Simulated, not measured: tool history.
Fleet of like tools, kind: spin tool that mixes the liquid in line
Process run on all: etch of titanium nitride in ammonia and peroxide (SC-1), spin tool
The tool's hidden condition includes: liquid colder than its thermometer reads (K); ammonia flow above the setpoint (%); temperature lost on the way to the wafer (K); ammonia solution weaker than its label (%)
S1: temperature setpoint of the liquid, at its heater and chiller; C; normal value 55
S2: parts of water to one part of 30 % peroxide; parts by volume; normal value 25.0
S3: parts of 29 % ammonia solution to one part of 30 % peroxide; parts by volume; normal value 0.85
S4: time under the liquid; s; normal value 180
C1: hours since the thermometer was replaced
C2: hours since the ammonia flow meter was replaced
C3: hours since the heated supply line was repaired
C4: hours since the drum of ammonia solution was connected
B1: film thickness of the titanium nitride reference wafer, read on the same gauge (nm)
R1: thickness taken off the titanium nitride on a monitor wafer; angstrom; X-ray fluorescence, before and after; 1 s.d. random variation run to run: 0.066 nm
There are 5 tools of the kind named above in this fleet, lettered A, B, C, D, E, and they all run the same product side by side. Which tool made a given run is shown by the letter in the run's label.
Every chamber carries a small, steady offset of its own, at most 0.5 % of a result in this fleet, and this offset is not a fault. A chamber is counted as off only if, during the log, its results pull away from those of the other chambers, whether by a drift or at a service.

At hour 1.6: chamber A: ammonia flow meter replaced.
Run 1A, hour 5.7: usual settings; C1 328.9; C2 4.1; C3 735.4; C4 144.6; B1 49.968. Result: R1 81.838 angstrom.
Run 2E, hour 12.1: usual settings; C1 584.4; C2 1128.3; C3 20.5; C4 321.2; B1 50.002. Result: R1 83.311 angstrom.
Run 3B, hour 20.6: usual settings; C1 1250.1; C2 1359.6; C3 1367.9; C4 172.3; B1 50.020. Result: R1 83.545 angstrom.
Run 4D, hour 25.7: usual settings; C1 2602.0; C2 1126.9; C3 324.2; C4 1121.6; B1 50.000. Result: R1 81.539 angstrom.
Run 5C, hour 30.8: usual settings; C1 279.6; C2 1265.0; C3 195.7; C4 292.3; B1 49.961. Result: R1 82.298 angstrom.
Run 6B, hour 36.7: usual settings; C1 1266.2; C2 1375.7; C3 1384.0; C4 188.4; B1 49.989. Result: R1 82.631 angstrom.
Run 7C, hour 42.8: usual settings; C1 291.6; C2 1277.0; C3 207.7; C4 304.3; B1 50.030. Result: R1 82.549 angstrom.
Run 8D, hour 48.7: usual settings; C1 2625.0; C2 1149.9; C3 347.2; C4 1144.6; B1 50.009. Result: R1 82.635 angstrom.
At hour 52.5: chamber D: new drum of ammonia solution connected.
Run 9E, hour 58.2: usual settings; C1 630.5; C2 1174.4; C3 66.6; C4 367.3; B1 50.022. Result: R1 83.670 angstrom.
Run 10A, hour 65.2: usual settings; C1 388.4; C2 63.6; C3 794.9; C4 204.1; B1 49.978. Result: R1 82.807 angstrom.
Run 11C, hour 73.7: usual settings but S3 1.10 parts by volume; C1 322.5; C2 1307.9; C3 238.6; C4 335.2; B1 49.987. Result: R1 85.858 angstrom.
Run 12A, hour 79.6: usual settings but S3 1.10 parts by volume; C1 402.8; C2 78.0; C3 809.3; C4 218.5; B1 49.968. Result: R1 85.584 angstrom.
At hour 80.0: chamber B: new drum of ammonia solution connected.
Run 13D, hour 84.5: usual settings but S3 1.10 parts by volume; C1 2660.8; C2 1185.7; C3 383.0; C4 32.0; B1 49.977. Result: R1 84.837 angstrom.
Run 14B, hour 89.4: usual settings but S3 1.10 parts by volume; C1 1318.9; C2 1428.4; C3 1436.7; C4 9.5; B1 50.072. Result: R1 87.680 angstrom.
Run 15E, hour 94.4: usual settings but S3 1.10 parts by volume; C1 666.7; C2 1210.6; C3 102.8; C4 403.5; B1 50.001. Result: R1 86.141 angstrom.
Run 16E, hour 98.9: usual settings; C1 671.2; C2 1215.1; C3 107.3; C4 408.0; B1 49.979. Result: R1 81.867 angstrom.
Run 17B, hour 104.6: usual settings; C1 1334.1; C2 1443.6; C3 1451.9; C4 24.7; B1 49.964. Result: R1 82.611 angstrom.
At hour 108.7: chamber A: heated supply line repaired.
Run 18D, hour 112.6: usual settings; C1 2688.9; C2 1213.8; C3 411.1; C4 60.1; B1 49.982. Result: R1 81.225 angstrom.
Run 19A, hour 120.2: usual settings; C1 443.4; C2 118.6; C3 11.6; C4 259.1; B1 49.976. Result: R1 82.786 angstrom.
At hour 124.5: chamber B: heated supply line repaired.
Run 20C, hour 125.9: usual settings; C1 374.7; C2 1360.1; C3 290.8; C4 387.4; B1 49.992. Result: R1 83.041 angstrom.
Run 21C, hour 134.2: usual settings; C1 383.0; C2 1368.4; C3 299.1; C4 395.7; B1 50.012. Result: R1 82.150 angstrom.
At hour 137.1: chamber E: ammonia flow meter replaced.
Run 22B, hour 140.3: usual settings; C1 1369.8; C2 1479.3; C3 15.9; C4 60.4; B1 49.955. Result: R1 83.171 angstrom.
Run 23A, hour 146.6: usual settings; C1 469.8; C2 145.0; C3 38.0; C4 285.5; B1 49.996. Result: R1 82.569 angstrom.
At hour 149.3: chamber C: new drum of ammonia solution connected.
Run 24E, hour 151.6: usual settings but S2 20.5 parts by volume, S3 0.95 parts by volume; C1 723.9; C2 14.6; C3 160.0; C4 460.7; B1 49.976. Result: R1 93.996 angstrom.
Run 25D, hour 157.0: usual settings but S2 20.5 parts by volume, S3 0.95 parts by volume; C1 2733.3; C2 1258.2; C3 455.5; C4 104.5; B1 49.989. Result: R1 94.382 angstrom.
Run 26C, hour 164.9: usual settings but S2 20.5 parts by volume, S3 0.95 parts by volume; C1 413.7; C2 1399.1; C3 329.8; C4 15.7; B1 50.023. Result: R1 94.029 angstrom.
Run 27D, hour 171.9: usual settings but S2 20.5 parts by volume, S3 0.95 parts by volume; C1 2748.2; C2 1273.1; C3 470.4; C4 119.4; B1 49.985. Result: R1 93.650 angstrom.
Run 28E, hour 180.3: usual settings but S2 20.5 parts by volume, S3 0.95 parts by volume; C1 752.6; C2 43.3; C3 188.7; C4 489.4; B1 49.972. Result: R1 94.758 angstrom.
Run 29B, hour 187.6: usual settings but S4 95 s; C1 1417.1; C2 1526.6; C3 63.2; C4 107.7; B1 49.973. Result: R1 43.705 angstrom.
Run 30A, hour 192.6: usual settings but S4 95 s; C1 515.8; C2 191.0; C3 84.0; C4 331.5; B1 49.984. Result: R1 43.621 angstrom.
Run 31D, hour 197.4: usual settings but S4 95 s; C1 2773.7; C2 1298.6; C3 495.9; C4 144.9; B1 50.020. Result: R1 43.619 angstrom.
Run 32B, hour 202.5: usual settings but S4 95 s; C1 1432.0; C2 1541.5; C3 78.1; C4 122.6; B1 49.982. Result: R1 43.471 angstrom.
Run 33A, hour 207.5: usual settings but S4 95 s; C1 530.7; C2 205.9; C3 98.9; C4 346.4; B1 50.012. Result: R1 44.052 angstrom.
Run 34E, hour 217.2: usual settings; C1 789.5; C2 80.2; C3 225.6; C4 526.3; B1 49.990. Result: R1 83.287 angstrom.
Run 35C, hour 221.9: usual settings; C1 470.7; C2 1456.1; C3 386.8; C4 72.7; B1 50.012. Result: R1 82.028 angstrom.

All chambers now run identical settings, listed one chamber a line with results as question marks. What results will each chamber show?
Run 36A, hour 229.0: usual settings. Result: R1 ?.
Run 36B, hour 229.0: usual settings. Result: R1 ?.
Run 36C, hour 229.0: usual settings. Result: R1 ?.
Run 36D, hour 229.0: usual settings. Result: R1 ?.
Run 36E, hour 229.0: usual settings. Result: R1 ?.

run      R1
36A  82.642
36B  83.310
36C  83.188
36D  81.533
36E  82.726
